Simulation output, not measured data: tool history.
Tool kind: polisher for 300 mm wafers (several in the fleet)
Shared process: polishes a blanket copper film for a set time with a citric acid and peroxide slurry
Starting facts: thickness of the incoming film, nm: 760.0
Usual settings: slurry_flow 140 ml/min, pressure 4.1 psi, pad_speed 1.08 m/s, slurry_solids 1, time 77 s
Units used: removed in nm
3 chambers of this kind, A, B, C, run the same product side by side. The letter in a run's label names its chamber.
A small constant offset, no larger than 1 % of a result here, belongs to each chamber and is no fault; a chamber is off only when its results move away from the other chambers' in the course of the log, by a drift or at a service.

run   hour  slurry_flow  pressure  pad_speed  slurry_solids  time  removed
       9.2  -- chamber B: slurry blender recalibrated
 1C    9.3          140       4.1       1.08              1    77   268.59
      15.3  -- chamber B: slurry nozzle cleaned
 2B   17.3          140       4.1       1.08              1    77   264.64
      22.6  -- chamber C: worn pad replaced by a new one
 3A   24.7          140       4.1       1.08              1    77   266.29
 4C   30.8          140       4.1       1.08              1    77   270.02
 5A   37.6          140       4.1       1.08              1    77   267.18
 6B   47.8          140       4.1       1.08              1    77   264.03
 7B   53.1          140       4.1       1.08              1    77   268.44
 8C   60.7          140       4.1       1.08              1    77   267.27
 9A   68.9          140       4.1       1.08              1    77   267.02
      70.9  -- chamber A: worn pad replaced by a new one
10C   79.8          140       4.1       1.08              1    77   269.77
      82.1  -- chamber C: slurry blender recalibrated
      84.1  -- chamber A: slurry blender recalibrated
11A   88.3          140       4.1       1.08              1    77   264.66
12B   98.1          140       4.1       1.08              1    77   267.34
     102.6  -- chamber C: worn pad replaced by a new one
13C    103          140       4.1       1.08              1    77   270.92
14A  113.3          140       4.1       1.08              1    77   270.41
15B  121.5          140       4.1       1.08              1    66   225.84
     121.8  -- chamber B: worn pad replaced by a new one
     131.1  -- chamber B: slurry blender recalibrated
16A  131.5          140       4.1       1.08              1    66   229.68
17B  140.6          140       4.1       1.08              1    66   229.18
18C  148.1          140       4.1       1.08              1    77   273.19
19A  158.8          140       4.1       1.08              1    77      265
20C  165.2          140       4.1       1.08              1    77   269.27
     174.1  -- chamber C: worn pad replaced by a new one
21B  175.7          140       4.1       1.08              1    77   267.96
22A  182.8          140       4.1       1.08              1    77   268.43
     186.4  -- chamber A: slurry nozzle cleaned
23B  188.9          140       4.1       1.08              1    77   269.51
24C  199.9          140       4.1       1.08              1    77   265.94
25A  206.6          140       4.1       1.08              1    77   265.56
26C  217.3          140       4.1       1.08              1    77   270.34
27B  227.1          140       4.1       1.08              1    77   267.02
28C  236.9          140       4.1       1.08              1    77   269.35
     242.4  -- chamber B: slurry blender recalibrated
29B  245.2          140       4.1       1.08              1    77   267.03
30A  256.3          140       4.1       1.08            0.9    77   265.12
     259.8  -- chamber C: worn pad replaced by a new one
       265  -- chamber B: worn pad replaced by a new one
31C  265.6          140       4.1       1.08            0.9    77   263.44
32A  274.5          140       4.1       1.08            0.9    77    261.9
33B  282.7          110       4.1       1.08            0.9    77   255.14

Next, all 3 chambers run the settings below, one line each with question marks for the results. What does each chamber give?
34A  290.7          140       4.1       1.08              1    57        ?
34B  290.7          140       4.1       1.08              1    57        ?
34C  290.7          140       4.1       1.08              1    57        ?

run  removed
34A   198.41
34B   197.39
34C   199.71
